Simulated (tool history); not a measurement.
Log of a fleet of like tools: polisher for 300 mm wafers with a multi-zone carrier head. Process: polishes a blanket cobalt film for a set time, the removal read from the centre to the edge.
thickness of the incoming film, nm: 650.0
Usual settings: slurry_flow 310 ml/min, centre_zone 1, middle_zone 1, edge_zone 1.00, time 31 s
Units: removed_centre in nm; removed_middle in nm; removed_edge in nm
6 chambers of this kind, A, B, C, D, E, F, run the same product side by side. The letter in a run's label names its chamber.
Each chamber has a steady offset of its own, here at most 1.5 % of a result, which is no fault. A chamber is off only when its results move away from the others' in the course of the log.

At day 0.042: chamber A: worn pad replaced by a new one.
At day 0.196: chamber F: worn pad replaced by a new one.
At day 0.204: chamber C: worn pad replaced by a new one.
Run 1F, day 0.225: usual settings. Result: removed_centre 195.63 nm, removed_middle 192.09 nm, removed_edge 198.71 nm.
At day 0.254: chamber F: slurry nozzle cleaned.
At day 0.283: chamber D: worn pad replaced by a new one.
Run 2D, day 0.504: usual settings. Result: removed_centre 196.47 nm, removed_middle 195.44 nm, removed_edge 193.25 nm.
Run 3B, day 0.779: usual settings. Result: removed_centre 197.27 nm, removed_middle 193.85 nm, removed_edge 196.04 nm.
At day 1.042: chamber E: worn pad replaced by a new one.
At day 1.067: chamber E: centre zone pressure recalibrated.
Run 4E, day 1.112: usual settings. Result: removed_centre 189.19 nm, removed_middle 192.19 nm, removed_edge 194.20 nm.
Run 5C, day 1.383: usual settings. Result: removed_centre 194.42 nm, removed_middle 193.12 nm, removed_edge 188.22 nm.
Run 6A, day 1.575: usual settings. Result: removed_centre 195.66 nm, removed_middle 196.37 nm, removed_edge 198.28 nm.
At day 1.650: chamber B: worn pad replaced by a new one.
Run 7D, day 1.829: usual settings. Result: removed_centre 195.69 nm, removed_middle 194.75 nm, removed_edge 195.74 nm.
Run 8F, day 2.058: usual settings. Result: removed_centre 200.43 nm, removed_middle 191.22 nm, removed_edge 196.80 nm.
Run 9C, day 2.400: usual settings. Result: removed_centre 193.41 nm, removed_middle 195.02 nm, removed_edge 194.55 nm.
At day 2.504: chamber A: worn pad replaced by a new one.
Run 10B, day 2.738: usual settings. Result: removed_centre 195.21 nm, removed_middle 192.77 nm, removed_edge 195.02 nm.
Run 11A, day 2.962: usual settings. Result: removed_centre 195.08 nm, removed_middle 194.38 nm, removed_edge 188.27 nm.
At day 3.196: chamber F: worn pad replaced by a new one.
Run 12E, day 3.242: usual settings. Result: removed_centre 194.22 nm, removed_middle 195.64 nm, removed_edge 195.80 nm.
Run 13F, day 3.408: usual settings. Result: removed_centre 187.41 nm, removed_middle 191.46 nm, removed_edge 196.35 nm.
Run 14C, day 3.742: usual settings. Result: removed_centre 194.36 nm, removed_middle 193.83 nm, removed_edge 197.42 nm.
Run 15A, day 4.092: usual settings. Result: removed_centre 197.88 nm, removed_middle 195.27 nm, removed_edge 190.75 nm.
Run 16B, day 4.346: usual settings. Result: removed_centre 190.94 nm, removed_middle 192.85 nm, removed_edge 194.43 nm.
Run 17D, day 4.533: usual settings. Result: removed_centre 196.87 nm, removed_middle 195.34 nm, removed_edge 192.44 nm.
Run 18E, day 4.704: usual settings. Result: removed_centre 193.38 nm, removed_middle 192.82 nm, removed_edge 195.04 nm.
At day 4.788: chamber B: slurry nozzle cleaned.
Run 19C, day 4.904: usual settings. Result: removed_centre 195.93 nm, removed_middle 193.70 nm, removed_edge 191.79 nm.
At day 4.992: chamber A: worn pad replaced by a new one.
At day 4.992: chamber D: worn pad replaced by a new one.
Run 20E, day 5.162: usual settings. Result: removed_centre 194.44 nm, removed_middle 195.42 nm, removed_edge 199.35 nm.
At day 5.338: chamber E: edge zone pressure recalibrated.
Run 21F, day 5.446: usual settings. Result: removed_centre 188.40 nm, removed_middle 189.61 nm, removed_edge 195.48 nm.
At day 5.542: chamber F: worn pad replaced by a new one.
Run 22A, day 5.750: usual settings. Result: removed_centre 197.96 nm, removed_middle 191.99 nm, removed_edge 193.29 nm.
At day 5.829: chamber B: worn pad replaced by a new one.
At day 5.833: chamber C: worn pad replaced by a new one.
Run 23B, day 5.908: usual settings but time 27 s. Result: removed_centre 169.05 nm, removed_middle 169.75 nm, removed_edge 165.09 nm.
At day 6.171: chamber A: centre zone pressure recalibrated.
Run 24D, day 6.179: usual settings but time 27 s. Result: removed_centre 173.06 nm, removed_middle 167.66 nm, removed_edge 171.14 nm.
At day 6.192: chamber E: worn pad replaced by a new one.
At day 6.267: chamber B: centre zone pressure recalibrated.
Run 25A, day 6.371: usual settings but time 27 s. Result: removed_centre 171.60 nm, removed_middle 168.64 nm, removed_edge 173.02 nm.
Run 26F, day 6.592: usual settings but time 27 s. Result: removed_centre 169.88 nm, removed_middle 166.64 nm, removed_edge 170.61 nm.
Run 27B, day 6.946: usual settings but time 27 s. Result: removed_centre 169.65 nm, removed_middle 168.83 nm, removed_edge 171.23 nm.
Run 28C, day 7.225: usual settings but time 27 s. Result: removed_centre 169.93 nm, removed_middle 169.72 nm, removed_edge 170.08 nm.
Run 29D, day 7.483: usual settings. Result: removed_centre 196.96 nm, removed_middle 194.14 nm, removed_edge 201.50 nm.
Run 30E, day 7.642: usual settings. Result: removed_centre 189.92 nm, removed_middle 195.45 nm, removed_edge 194.37 nm.
At day 7.762: chamber A: edge zone pressure recalibrated.
Run 31E, day 7.812: usual settings. Result: removed_centre 192.71 nm, removed_middle 193.44 nm, removed_edge 201.03 nm.
At day 8.050: chamber A: worn pad replaced by a new one.
At day 8.112: chamber C: slurry nozzle cleaned.
Run 32F, day 8.133: usual settings but edge_zone 0.94. Result: removed_centre 194.60 nm, removed_middle 190.11 nm, removed_edge 184.45 nm.
Run 33A, day 8.442: usual settings but edge_zone 0.94. Result: removed_centre 195.46 nm, removed_middle 194.18 nm, removed_edge 183.39 nm.
Run 34C, day 8.783: usual settings but edge_zone 0.94. Result: removed_centre 194.06 nm, removed_middle 191.51 nm, removed_edge 189.62 nm.
Run 35D, day 9.088: usual settings but edge_zone 0.94. Result: removed_centre 199.06 nm, removed_middle 192.07 nm, removed_edge 187.16 nm.
At day 9.371: chamber B: worn pad replaced by a new one.
Run 36B, day 9.392: usual settings but edge_zone 0.94. Result: removed_centre 193.60 nm, removed_middle 192.23 nm, removed_edge 186.72 nm.
Run 37D, day 9.692: usual settings but edge_zone 0.94. Result: removed_centre 197.28 nm, removed_middle 193.32 nm, removed_edge 187.67 nm.

All 6 chambers run these settings next. Forecast each chamber's results:
Run 38A, day 9.950: usual settings but slurry_flow 350 ml/min. Result: removed_centre ?, removed_middle ?, removed_edge ?.
Run 38B, day 9.950: usual settings but slurry_flow 350 ml/min. Result: removed_centre ?, removed_middle ?, removed_edge ?.
Run 38C, day 9.950: usual settings but slurry_flow 350 ml/min. Result: removed_centre ?, removed_middle ?, removed_edge ?.
Run 38D, day 9.950: usual settings but slurry_flow 350 ml/min. Result: removed_centre ?, removed_middle ?, removed_edge ?.
Run 38E, day 9.950: usual settings but slurry_flow 350 ml/min. Result: removed_centre ?, removed_middle ?, removed_edge ?.
Run 38F, day 9.950: usual settings but slurry_flow 350 ml/min. Result: removed_centre ?, removed_middle ?, removed_edge ?.

run  removed_centre  removed_middle  removed_edge
38A          200.42          196.07        192.07
38B          202.96          195.32        192.95
38C          195.73          195.09        192.77
38D          198.21          192.21        197.87
38E          197.88          197.69        199.99
38F          193.07          194.38        192.49
